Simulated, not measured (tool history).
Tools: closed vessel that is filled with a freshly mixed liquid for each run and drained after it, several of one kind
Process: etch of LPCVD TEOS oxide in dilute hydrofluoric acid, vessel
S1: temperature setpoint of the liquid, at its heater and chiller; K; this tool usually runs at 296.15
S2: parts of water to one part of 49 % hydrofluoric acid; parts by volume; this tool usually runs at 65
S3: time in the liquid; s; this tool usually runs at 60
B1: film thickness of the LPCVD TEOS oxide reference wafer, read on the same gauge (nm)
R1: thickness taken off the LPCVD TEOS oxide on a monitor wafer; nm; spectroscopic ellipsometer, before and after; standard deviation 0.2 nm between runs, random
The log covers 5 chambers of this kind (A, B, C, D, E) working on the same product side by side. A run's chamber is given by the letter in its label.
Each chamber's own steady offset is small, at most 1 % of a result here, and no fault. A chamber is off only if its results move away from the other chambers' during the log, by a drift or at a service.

-- hour=4.3 chamber B: hydrofluoric acid flow meter replaced
run 1D hour=4.7 | S1=296.15 S2=65 S3=60 | B1=60.033 | R1=28.587
run 2E hour=9.6 | S1=296.15 S2=65 S3=60 | B1=60.000 | R1=27.859
run 3B hour=13.3 | S1=296.15 S2=65 S3=60 | B1=60.011 | R1=27.960
run 4C hour=17.0 | S1=296.15 S2=65 S3=60 | B1=60.000 | R1=28.245
run 5A hour=19.6 | S1=296.15 S2=65 S3=60 | B1=59.999 | R1=27.980
run 6A hour=24.5 | S1=296.15 S2=65 S3=60 | B1=59.995 | R1=28.367
-- hour=24.7 chamber D: hydrofluoric acid flow meter replaced
run 7C hour=29.4 | S1=296.15 S2=65 S3=60 | B1=60.017 | R1=28.205
run 8B hour=32.6 | S1=296.15 S2=65 S3=60 | B1=60.015 | R1=27.832
run 9D hour=37.2 | S1=296.15 S2=45 S3=75 | B1=59.994 | R1=52.806
run 10E hour=40.6 | S1=296.15 S2=45 S3=75 | B1=60.000 | R1=51.330
run 11C hour=43.8 | S1=296.15 S2=45 S3=75 | B1=59.997 | R1=52.517
run 12A hour=49.0 | S1=296.15 S2=45 S3=75 | B1=60.016 | R1=52.387
run 13B hour=54.0 | S1=296.15 S2=45 S3=75 | B1=59.990 | R1=52.150
run 14E hour=56.5 | S1=296.15 S2=65 S3=60 | B1=59.992 | R1=28.110
run 15D hour=59.7 | S1=296.15 S2=65 S3=60 | B1=59.992 | R1=29.251
run 16D hour=63.9 | S1=296.15 S2=45 S3=90 | B1=59.987 | R1=64.701
run 17E hour=67.4 | S1=296.15 S2=45 S3=90 | B1=59.993 | R1=63.045
run 18C hour=70.2 | S1=296.15 S2=45 S3=90 | B1=60.003 | R1=62.994
run 19A hour=73.1 | S1=296.15 S2=45 S3=90 | B1=60.009 | R1=62.562
run 20B hour=76.9 | S1=296.15 S2=45 S3=90 | B1=59.960 | R1=62.986
run 21A hour=81.2 | S1=296.15 S2=65 S3=60 | B1=60.011 | R1=28.154
run 22B hour=85.1 | S1=296.15 S2=65 S3=60 | B1=60.011 | R1=28.020
run 23E hour=87.5 | S1=296.15 S2=65 S3=60 | B1=60.018 | R1=27.880
run 24C hour=90.0 | S1=296.15 S2=65 S3=60 | B1=60.037 | R1=28.073
run 25D hour=93.7 | S1=296.15 S2=45 S3=60 | B1=59.989 | R1=43.822
run 26D hour=98.1 | S1=296.15 S2=45 S3=60 | B1=60.014 | R1=43.999
run 27C hour=101.2 | S1=296.15 S2=45 S3=60 | B1=59.975 | R1=42.300
run 28A hour=103.6 | S1=296.15 S2=45 S3=60 | B1=59.980 | R1=41.393
run 29E hour=107.5 | S1=296.15 S2=45 S3=60 | B1=59.998 | R1=41.481
run 30B hour=112.4 | S1=296.15 S2=65 S3=60 | B1=59.989 | R1=28.065
run 31D hour=116.0 | S1=296.15 S2=65 S3=60 | B1=59.976 | R1=29.939
run 32B hour=118.3 | S1=296.15 S2=65 S3=60 | B1=59.999 | R1=28.164
run 33C hour=121.2 | S1=296.15 S2=85 S3=60 | B1=60.018 | R1=21.012
run 34E hour=124.1 | S1=296.15 S2=85 S3=60 | B1=59.990 | R1=20.898
run 35A hour=127.9 | S1=296.15 S2=85 S3=60 | B1=60.003 | R1=21.086
run 36C hour=131.5 | S1=296.15 S2=85 S3=60 | B1=60.026 | R1=21.050
run 37A hour=135.1 | S1=296.15 S2=85 S3=60 | B1=60.011 | R1=21.133
run 38E hour=137.8 | S1=296.15 S2=65 S3=60 | B1=60.009 | R1=27.737
run 39D hour=141.6 | S1=296.15 S2=65 S3=60 | B1=59.990 | R1=30.813
run 40B hour=146.2 | S1=296.15 S2=65 S3=60 | B1=60.016 | R1=27.989
run 41E hour=149.0 | S1=296.15 S2=65 S3=60 | B1=60.007 | R1=27.851
run 42C hour=153.2 | S1=296.15 S2=65 S3=60 | B1=59.992 | R1=28.147

All chambers now run identical settings, listed one chamber a line with results as question marks. What results will each chamber show?
run 43A hour=156.9 | S1=296.15 S2=45 S3=60 | R1=?
run 43B hour=156.9 | S1=296.15 S2=45 S3=60 | R1=?
run 43C hour=156.9 | S1=296.15 S2=45 S3=60 | R1=?
run 43D hour=156.9 | S1=296.15 S2=45 S3=60 | R1=?
run 43E hour=156.9 | S1=296.15 S2=45 S3=60 | R1=?

run=43A R1=42.545
run=43B R1=41.657
run=43C R1=42.097
run=43D R1=45.663
run=43E R1=40.832
